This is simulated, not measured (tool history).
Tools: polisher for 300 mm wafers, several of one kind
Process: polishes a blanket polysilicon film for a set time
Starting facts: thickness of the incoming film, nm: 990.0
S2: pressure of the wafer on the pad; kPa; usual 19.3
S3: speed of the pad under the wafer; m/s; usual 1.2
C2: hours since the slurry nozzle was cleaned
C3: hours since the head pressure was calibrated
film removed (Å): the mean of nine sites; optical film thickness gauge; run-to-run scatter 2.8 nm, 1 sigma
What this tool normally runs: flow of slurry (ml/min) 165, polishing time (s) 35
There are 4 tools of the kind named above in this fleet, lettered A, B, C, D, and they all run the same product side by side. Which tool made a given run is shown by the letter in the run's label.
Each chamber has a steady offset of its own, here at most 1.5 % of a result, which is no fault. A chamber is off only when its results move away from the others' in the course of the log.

-- day=0.271 chamber C: worn pad replaced by a new one
run 1A day=0.388 | flow_of_slurry_(ml/min)=165 S2=19.3 S3=1.2 polishing_time_(s)=35 | wafers_polished_on_this_pad=412 C2=702.5 C3=167.1 | film_removed_(Å)=3852.9
run 2D day=0.875 | flow_of_slurry_(ml/min)=165 S2=19.3 S3=1.2 polishing_time_(s)=35 | wafers_polished_on_this_pad=626 C2=545.5 C3=839.3 | film_removed_(Å)=3905.9
-- day=1.121 chamber A: slurry nozzle cleaned
-- day=1.175 chamber B: worn pad replaced by a new one
-- day=1.292 chamber D: head pressure recalibrated
run 3C day=1.475 | flow_of_slurry_(ml/min)=165 S2=19.3 S3=1.2 polishing_time_(s)=35 | wafers_polished_on_this_pad=201 C2=475.9 C3=755.7 | film_removed_(Å)=3839.8
-- day=1.842 chamber A: worn pad replaced by a new one
run 4B day=2.096 | flow_of_slurry_(ml/min)=165 S2=19.3 S3=1.2 polishing_time_(s)=35 | wafers_polished_on_this_pad=154 C2=332.2 C3=118.8 | film_removed_(Å)=3821.5
run 5A day=2.412 | flow_of_slurry_(ml/min)=165 S2=19.3 S3=1.2 polishing_time_(s)=35 | wafers_polished_on_this_pad=95 C2=31 C3=215.7 | film_removed_(Å)=3848.8
run 6B day=2.721 | flow_of_slurry_(ml/min)=165 S2=19.3 S3=1.2 polishing_time_(s)=35 | wafers_polished_on_this_pad=258 C2=347.2 C3=133.8 | film_removed_(Å)=3832.2
run 7D day=3.362 | flow_of_slurry_(ml/min)=165 S2=19.3 S3=1.2 polishing_time_(s)=35 | wafers_polished_on_this_pad=1041 C2=605.2 C3=49.8 | film_removed_(Å)=3890.6
run 8C day=3.654 | flow_of_slurry_(ml/min)=165 S2=19.3 S3=1.2 polishing_time_(s)=35 | wafers_polished_on_this_pad=564 C2=528.2 C3=808 | film_removed_(Å)=3877.1
-- day=4.021 chamber D: slurry nozzle cleaned
run 9A day=4.204 | flow_of_slurry_(ml/min)=200 S2=19.3 S3=1.52 polishing_time_(s)=35 | wafers_polished_on_this_pad=394 C2=74 C3=258.7 | film_removed_(Å)=4966.4
-- day=4.25 chamber B: worn pad replaced by a new one
run 10B day=4.621 | flow_of_slurry_(ml/min)=200 S2=19.3 S3=1.52 polishing_time_(s)=35 | wafers_polished_on_this_pad=62 C2=392.8 C3=179.4 | film_removed_(Å)=4980.3
run 11D day=4.933 | flow_of_slurry_(ml/min)=200 S2=19.3 S3=1.52 polishing_time_(s)=35 | wafers_polished_on_this_pad=1303 C2=21.9 C3=87.5 | film_removed_(Å)=4983.8
run 12C day=5.308 | flow_of_slurry_(ml/min)=200 S2=19.3 S3=1.52 polishing_time_(s)=35 | wafers_polished_on_this_pad=840 C2=567.9 C3=847.7 | film_removed_(Å)=5006.2
run 13C day=5.85 | flow_of_slurry_(ml/min)=165 S2=19.3 S3=0.82 polishing_time_(s)=35 | wafers_polished_on_this_pad=931 C2=580.9 C3=860.7 | film_removed_(Å)=2645.6
-- day=6.175 chamber C: slurry nozzle cleaned
-- day=6.425 chamber A: worn pad replaced by a new one
run 14D day=6.442 | flow_of_slurry_(ml/min)=165 S2=19.3 S3=0.82 polishing_time_(s)=35 | wafers_polished_on_this_pad=1555 C2=58.1 C3=123.7 | film_removed_(Å)=2563.6
run 15B day=6.75 | flow_of_slurry_(ml/min)=165 S2=19.3 S3=0.82 polishing_time_(s)=35 | wafers_polished_on_this_pad=417 C2=443.9 C3=230.5 | film_removed_(Å)=2597.8
run 16A day=7.312 | flow_of_slurry_(ml/min)=165 S2=19.3 S3=0.82 polishing_time_(s)=35 | wafers_polished_on_this_pad=148 C2=148.6 C3=333.3 | film_removed_(Å)=2628.4
-- day=7.829 chamber B: worn pad replaced by a new one
run 17D day=7.933 | flow_of_slurry_(ml/min)=165 S2=19.3 S3=1.2 polishing_time_(s)=35 | wafers_polished_on_this_pad=1804 C2=93.9 C3=159.5 | film_removed_(Å)=3762.8
-- day=8.188 chamber B: slurry nozzle cleaned
run 18A day=8.262 | flow_of_slurry_(ml/min)=165 S2=19.3 S3=1.2 polishing_time_(s)=35 | wafers_polished_on_this_pad=306 C2=171.4 C3=356.1 | film_removed_(Å)=3848.5
run 19B day=8.675 | flow_of_slurry_(ml/min)=165 S2=19.3 S3=1.2 polishing_time_(s)=35 | wafers_polished_on_this_pad=141 C2=11.8 C3=276.7 | film_removed_(Å)=3784.6
run 20C day=8.996 | flow_of_slurry_(ml/min)=165 S2=19.3 S3=1.2 polishing_time_(s)=35 | wafers_polished_on_this_pad=1455 C2=67.7 C3=936.2 | film_removed_(Å)=3899.9
-- day=9 chamber C: worn pad replaced by a new one
run 21A day=9.65 | flow_of_slurry_(ml/min)=145 S2=19.3 S3=0.92 polishing_time_(s)=35 | wafers_polished_on_this_pad=538 C2=204.7 C3=389.4 | film_removed_(Å)=2904.7
run 22D day=10.196 | flow_of_slurry_(ml/min)=145 S2=19.3 S3=0.92 polishing_time_(s)=35 | wafers_polished_on_this_pad=2181 C2=148.2 C3=213.8 | film_removed_(Å)=2743.5
-- day=10.2 chamber A: worn pad replaced by a new one
run 23C day=10.842 | flow_of_slurry_(ml/min)=145 S2=19.3 S3=0.92 polishing_time_(s)=35 | wafers_polished_on_this_pad=307 C2=112 C3=980.5 | film_removed_(Å)=2898.7
run 24B day=11.479 | flow_of_slurry_(ml/min)=145 S2=19.3 S3=0.92 polishing_time_(s)=35 | wafers_polished_on_this_pad=609 C2=79.1 C3=344 | film_removed_(Å)=2861.3
-- day=11.492 chamber B: worn pad replaced by a new one
run 25A day=12.125 | flow_of_slurry_(ml/min)=165 S2=19.3 S3=1.2 polishing_time_(s)=35 | wafers_polished_on_this_pad=321 C2=264.1 C3=448.8 | film_removed_(Å)=3826.8
run 26D day=12.775 | flow_of_slurry_(ml/min)=165 S2=19.3 S3=1.2 polishing_time_(s)=35 | wafers_polished_on_this_pad=2612 C2=210.1 C3=275.7 | film_removed_(Å)=3616.8
run 27B day=13.358 | flow_of_slurry_(ml/min)=165 S2=19.3 S3=1.2 polishing_time_(s)=35 | wafers_polished_on_this_pad=311 C2=124.2 C3=389.1 | film_removed_(Å)=3807.3
run 28C day=13.738 | flow_of_slurry_(ml/min)=165 S2=19.3 S3=1.2 polishing_time_(s)=28 | wafers_polished_on_this_pad=791 C2=181.5 C3=1050 | film_removed_(Å)=3064.4

Is one chamber off against the others, does the gauge drift, or is nothing wrong? If a chamber is off, say which, and what the likeliest cause is.

Chamber D drifts away from the others.
Likeliest cause: removal rate lost through wear of the pad, % = 8.51.
Not necessarily distinguishable in this log from: head's pressure below its setpoint, %.

Chamber D could run next with any of the 4 candidate recipes listed below; each alters the usual settings, and their results appear as question marks. Which one brings its results back in line with what the other chambers deliver on the usual settings?
In-line tolerance around the mean of the other chambers on the usual settings: film removed (Å) 96
run 29D-1 day=14.208 | flow_of_slurry_(ml/min)=165 S2=19.3 S3=1.16 polishing_time_(s)=35 | film_removed_(Å)=?
run 29D-2 day=14.208 | flow_of_slurry_(ml/min)=165 S2=20 S3=1.2 polishing_time_(s)=35 | film_removed_(Å)=?
run 29D-3 day=14.208 | flow_of_slurry_(ml/min)=165 S2=19.3 S3=1.26 polishing_time_(s)=36 | film_removed_(Å)=?
run 29D-4 day=14.208 | flow_of_slurry_(ml/min)=165 S2=18.6 S3=1.18 polishing_time_(s)=34 | film_removed_(Å)=?

On the usual settings, the other chambers give on average: film removed (Å) 3836.7
run=29D-1 film_removed_(Å)=3435.7
run=29D-2 film_removed_(Å)=3683.1
run=29D-3 film_removed_(Å)=3839.7
run=29D-4 film_removed_(Å)=3272.6
29D-3 puts the chamber back in line with the other chambers.

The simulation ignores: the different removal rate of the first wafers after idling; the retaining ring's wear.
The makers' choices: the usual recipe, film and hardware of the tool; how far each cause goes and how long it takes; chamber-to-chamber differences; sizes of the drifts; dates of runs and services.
